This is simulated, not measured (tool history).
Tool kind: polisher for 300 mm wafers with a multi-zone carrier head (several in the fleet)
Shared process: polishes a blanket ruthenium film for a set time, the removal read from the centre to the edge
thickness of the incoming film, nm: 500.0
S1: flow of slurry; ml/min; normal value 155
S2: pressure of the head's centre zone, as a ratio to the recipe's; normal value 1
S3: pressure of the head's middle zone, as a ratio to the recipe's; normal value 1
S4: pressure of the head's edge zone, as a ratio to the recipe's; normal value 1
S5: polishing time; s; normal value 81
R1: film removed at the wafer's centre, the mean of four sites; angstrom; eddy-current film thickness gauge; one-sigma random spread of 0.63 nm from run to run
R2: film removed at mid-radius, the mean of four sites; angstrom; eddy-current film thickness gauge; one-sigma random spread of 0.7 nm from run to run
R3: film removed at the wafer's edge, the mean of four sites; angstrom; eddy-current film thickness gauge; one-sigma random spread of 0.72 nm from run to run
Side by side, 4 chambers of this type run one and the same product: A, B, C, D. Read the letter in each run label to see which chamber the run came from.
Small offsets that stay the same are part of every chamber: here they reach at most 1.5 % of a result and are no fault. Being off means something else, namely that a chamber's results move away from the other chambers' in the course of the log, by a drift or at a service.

run   hour   S1  S2    S3    S4  S5      R1      R2      R3
 1C    5.7  155   1     1     1  81  819.67  823.57  823.32
 2D   12.9  155   1     1     1  81  809.24  810.96  837.32
 3A   18.7  155   1     1     1  81  833.72  802.57  813.64
 4B   27.1  155   1     1     1  81  829.01   838.3  820.72
 5A   31.4  155   1     1     1  81  825.89  808.09  820.28
        36  -- chamber A: worn pad replaced by a new one
 6C   37.1  155   1     1     1  81  816.05  818.14  809.16
 7B   45.5  155   1     1     1  81  818.96  835.99   817.2
 8D   51.8  155   1     1     1  81  817.72  819.13  816.03
 9A   58.2  155   1     1     1  81  825.74   811.8  810.09
10C   63.5  155   1     1     1  81  827.99  820.98  830.28
      64.1  -- chamber C: worn pad replaced by a new one
      64.6  -- chamber A: slurry nozzle cleaned
11D   68.7  155   1     1     1  81   828.1  820.86  825.03
12B   77.4  155   1  1.08  0.95  81  815.38  884.47  795.66
13D   83.6  155   1  1.08  0.95  81   825.8  888.09   794.4
14B   88.2  155   1  1.08  0.95  81  821.74  898.96  797.57
15A   95.9  155   1  1.08  0.95  81  834.97  873.63  793.36
16C  103.5  185   1     1     1  81  849.44  847.92  844.86
17B  107.9  185   1     1     1  81  849.27  868.31  824.49
     110.6  -- chamber D: slurry nozzle cleaned
18D  115.2  185   1     1     1  81  842.62  838.29  846.62
     117.7  -- chamber B: worn pad replaced by a new one
19A  119.8  185   1     1     1  81  860.17  840.82  832.05
20C  123.9  155   1     1     1  81  822.99   817.6  816.26
     128.2  -- chamber A: edge zone pressure recalibrated
21D  129.6  155   1     1     1  81  830.63  811.91  821.58
22C    134  155   1     1     1  81  814.56  829.94  821.23
     138.7  -- chamber B: centre zone pressure recalibrated
23A    140  155   1     1     1  81  828.31  810.78  811.06
24B  146.2  155   1     1     1  81  828.73  827.39  819.54

Decide between three cases: one chamber stands off from its peers, the gauge reading all wafers drifts, or nothing is wrong past each chamber's small offset. Where a chamber is off, say which and what most likely put it there.

Neither any chamber nor the gauge drifts; the chambers differ only by their own small, steady offsets.
